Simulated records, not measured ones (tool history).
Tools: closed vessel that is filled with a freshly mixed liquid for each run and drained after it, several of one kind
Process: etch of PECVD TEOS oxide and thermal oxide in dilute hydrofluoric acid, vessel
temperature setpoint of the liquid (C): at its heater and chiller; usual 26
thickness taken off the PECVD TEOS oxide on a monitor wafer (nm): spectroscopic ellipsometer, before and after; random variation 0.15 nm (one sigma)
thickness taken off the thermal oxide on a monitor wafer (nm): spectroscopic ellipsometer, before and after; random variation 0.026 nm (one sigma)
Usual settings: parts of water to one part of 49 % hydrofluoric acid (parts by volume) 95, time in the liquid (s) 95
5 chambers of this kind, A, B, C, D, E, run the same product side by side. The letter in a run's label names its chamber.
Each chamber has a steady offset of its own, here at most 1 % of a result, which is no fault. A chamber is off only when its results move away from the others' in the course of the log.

| run | hour | temperature setpoint of the liquid (C) | parts of water to one part of 49 % hydrofluoric acid (parts by volume) | time in the liquid (s) | read-back film thickness of the PECVD TEOS oxide reference wafer, read on the same gauge (nm) | read-back film thickness of the thermal oxide reference wafer, read on the same gauge (nm) | thickness taken off the PECVD TEOS oxide on a monitor wafer (nm) | thickness taken off the thermal oxide on a monitor wafer (nm) |
|---|---|---|---|---|---|---|---|---|
| 1C | 8.3 | 26 | 95 | 95 | 150.01 | 80.009 | 19.715 | 4.9253 |
| 2B | 17.3 | 26 | 95 | 95 | 150 | 79.994 | 19.711 | 4.8863 |
| 3D | 27.5 | 26 | 95 | 95 | 149.98 | 79.984 | 20.215 | 4.9396 |
| 4E | 34.1 | 26 | 95 | 95 | 149.97 | 80.03 | 19.836 | 4.9696 |
|  | 36.7 | chamber D: thermometer replaced |
| 5A | 41 | 26 | 95 | 95 | 150 | 79.994 | 19.716 | 4.9578 |
| 6D | 45.9 | 26 | 95 | 95 | 149.98 | 80.012 | 20.179 | 4.9349 |
| 7C | 54.8 | 28 | 95 | 95 | 149.98 | 80.051 | 21.002 | 5.3072 |
| 8E | 63.1 | 28 | 95 | 95 | 150.04 | 80.006 | 21.548 | 5.3506 |
| 9B | 68.5 | 28 | 95 | 95 | 150.02 | 79.987 | 21.596 | 5.2625 |
| 10A | 74.5 | 28 | 95 | 95 | 150 | 80.024 | 21.685 | 5.3927 |
| 11A | 83.1 | 28 | 95 | 95 | 149.99 | 79.964 | 21.607 | 5.3468 |
| 12B | 92.2 | 26 | 95 | 95 | 149.93 | 80.005 | 19.879 | 4.92 |
| 13D | 100.9 | 26 | 95 | 95 | 149.94 | 80 | 20.343 | 4.9415 |
| 14E | 107.9 | 26 | 75 | 95 | 149.97 | 80 | 26.209 | 6.4539 |
| 15C | 112.6 | 26 | 75 | 95 | 150 | 80.005 | 25.383 | 6.4102 |
|  | 113 | chamber C: hydrofluoric acid flow meter replaced |
| 16E | 120.1 | 26 | 75 | 95 | 150.05 | 79.959 | 25.851 | 6.5034 |
| 17D | 128.1 | 26 | 75 | 95 | 150.03 | 79.975 | 26.24 | 6.4118 |
|  | 130.4 | chamber A: hydrofluoric acid flow meter replaced |
|  | 132.1 | chamber B: hydrofluoric acid flow meter replaced |
| 18A | 134.6 | 26 | 75 | 95 | 150.04 | 80.01 | 25.744 | 6.3704 |
| 19B | 139.7 | 26 | 95 | 95 | 150.05 | 80.005 | 19.919 | 4.9786 |
| 20C | 147.5 | 26 | 95 | 95 | 150.07 | 80.016 | 19.687 | 4.9201 |
| 21D | 154.3 | 26 | 95 | 95 | 149.96 | 79.992 | 20.157 | 4.8776 |
| 22C | 163.1 | 26 | 95 | 95 | 149.99 | 80.008 | 19.773 | 4.9276 |
| 23E | 170.6 | 26 | 95 | 95 | 150.01 | 80.003 | 19.675 | 4.935 |
| 24B | 175.6 | 26 | 95 | 95 | 149.97 | 79.996 | 19.877 | 4.9363 |
| 25A | 185.2 | 26 | 95 | 95 | 150.01 | 79.986 | 19.688 | 4.9589 |
| 26C | 195.6 | 26 | 95 | 115 | 149.95 | 79.993 | 23.905 | 6.022 |
| 27D | 201.8 | 26 | 95 | 115 | 149.98 | 80.006 | 24.487 | 5.9962 |
| 28E | 207.7 | 26 | 95 | 115 | 149.97 | 79.983 | 23.884 | 6.0079 |
| 29B | 218.4 | 26 | 95 | 115 | 149.99 | 79.999 | 24.073 | 6.0043 |
| 30A | 225.7 | 26 | 95 | 115 | 150.04 | 79.991 | 23.975 | 5.9608 |
| 31C | 231.7 | 26 | 95 | 95 | 150 | 80.01 | 19.755 | 4.9441 |
| 32D | 237.9 | 26 | 95 | 95 | 150 | 80.006 | 20.292 | 4.9419 |
| 33B | 247.6 | 26 | 95 | 95 | 150 | 79.976 | 19.762 | 4.9608 |
| 34A | 253.7 | 26 | 95 | 95 | 150 | 79.992 | 20.16 | 4.9446 |
| 35E | 264.3 | 26 | 95 | 95 | 150.04 | 80.003 | 19.588 | 5.0026 |
| 36A | 269.9 | 26 | 95 | 95 | 150.01 | 79.985 | 19.805 | 4.9502 |
| 37B | 275.9 | 26 | 95 | 95 | 149.96 | 80.012 | 19.9 | 4.9427 |
| 38C | 285.2 | 26 | 95 | 95 | 149.98 | 80.009 | 19.8 | 4.8977 |
| 39E | 290.7 | 26 | 95 | 95 | 150.03 | 79.982 | 19.915 | 4.9876 |
| 40D | 295.7 | 26 | 95 | 95 | 150.03 | 79.982 | 20.161 | 4.9209 |
| 41B | 304.1 | 26 | 95 | 95 | 150.05 | 80.011 | 19.788 | 4.9413 |
| 42C | 310 | 26 | 130 | 120 | 149.99 | 79.995 | 17.66 | 4.321 |
| 43E | 319.2 | 26 | 130 | 120 | 150.02 | 80.003 | 17.721 | 4.4336 |
| 44A | 324.5 | 26 | 130 | 120 | 149.98 | 80.049 | 17.572 | 4.391 |

Is one chamber off against the others, does the gauge drift, or is nothing wrong? If a chamber is off, say which, and what the likeliest cause is.

No chamber stands off beyond its own small offset, and the gauge holds steady.

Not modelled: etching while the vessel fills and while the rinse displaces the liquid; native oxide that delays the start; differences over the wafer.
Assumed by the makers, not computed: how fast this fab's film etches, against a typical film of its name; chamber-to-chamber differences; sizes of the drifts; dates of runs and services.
